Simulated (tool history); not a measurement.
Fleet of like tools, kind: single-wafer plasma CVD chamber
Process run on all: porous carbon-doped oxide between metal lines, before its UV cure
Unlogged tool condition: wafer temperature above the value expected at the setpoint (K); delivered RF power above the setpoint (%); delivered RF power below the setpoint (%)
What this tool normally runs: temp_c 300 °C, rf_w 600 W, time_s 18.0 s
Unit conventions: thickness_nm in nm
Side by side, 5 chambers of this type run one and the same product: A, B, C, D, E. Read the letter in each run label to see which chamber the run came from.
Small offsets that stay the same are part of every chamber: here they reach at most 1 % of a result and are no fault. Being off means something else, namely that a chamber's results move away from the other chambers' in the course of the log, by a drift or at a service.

run,hour,temp_c,rf_w,time_s,hours since the last thermocouple change,hours since the last RF generator calibration,"read-back reference wafer on the same gauge, thickness_nm",thickness_nm
1C,11.0,300,600,18.0,665.8,1247.6,108.98,111.270
2A,23.9,300,600,18.0,1234.5,235.6,108.95,112.220
# hour 34.1: chamber C: RF generator calibrated
3B,34.6,300,600,18.0,140.7,210.2,108.94,112.210
4E,42.4,300,600,18.0,478.5,500.6,108.95,111.020
5D,55.0,300,600,18.0,1257.0,778.6,108.95,110.530
6C,66.6,300,600,18.0,721.4,32.5,108.89,111.140
7E,75.2,300,600,18.0,511.3,533.4,108.87,110.830
8A,82.7,300,600,18.0,1293.3,294.4,108.88,111.890
9B,95.8,300,600,18.0,201.9,271.4,108.84,112.020
10D,104.8,300,600,18.0,1306.8,828.4,108.83,110.500
11B,116.3,300,600,18.0,222.4,291.9,108.80,112.150
12A,123.0,311,640,18.0,1333.6,334.7,108.76,110.100
# hour 129.0: chamber A: thermocouple changed; heater temperature recalibrated
13C,136.3,311,640,18.0,791.1,102.2,108.75,109.080
# hour 141.7: chamber D: RF generator calibrated
14E,147.7,311,640,18.0,583.8,605.9,108.74,108.770
15D,157.2,311,640,18.0,1359.2,15.6,108.73,108.690
16C,164.5,311,640,18.0,819.3,130.4,108.73,108.940
17D,172.7,300,600,18.0,1374.7,31.1,108.73,110.530
18A,181.9,300,600,18.0,53.0,393.6,108.69,111.680
19B,193.7,300,600,18.0,299.8,369.3,108.63,111.980
20E,207.2,300,600,18.0,643.3,665.4,108.67,110.740
21E,216.2,300,600,18.0,652.3,674.4,108.68,110.680
22C,229.7,300,600,18.0,884.5,195.6,108.64,110.870
23D,242.3,300,600,18.0,1444.3,100.7,108.63,110.450
24A,254.5,300,600,18.0,125.6,466.2,108.59,111.600
25B,262.0,300,600,15.0,368.1,437.6,108.60,93.756
26E,270.7,300,600,15.0,706.8,728.9,108.54,92.669
27A,282.6,300,600,15.0,153.7,494.3,108.56,93.530
28B,291.8,300,600,15.0,397.9,467.4,108.50,93.780
29D,304.4,300,600,15.0,1506.4,162.8,108.52,92.491
30C,313.5,300,600,18.0,968.3,279.4,108.48,110.950
31D,320.6,300,655,15.5,1522.6,179.0,108.48,100.880
32E,331.7,300,655,15.5,767.8,789.9,108.48,101.190

The same settings go to every chamber for the next run, one line per chamber below. Forecast the results for each:
33A,341.7,300,640,18.0,,,,?
33B,341.7,300,640,18.0,,,,?
33C,341.7,300,640,18.0,,,,?
33D,341.7,300,640,18.0,,,,?
33E,341.7,300,640,18.0,,,,?

run,thickness_nm
33A,116.050
33B,116.640
33C,115.450
33D,114.880
33E,115.190
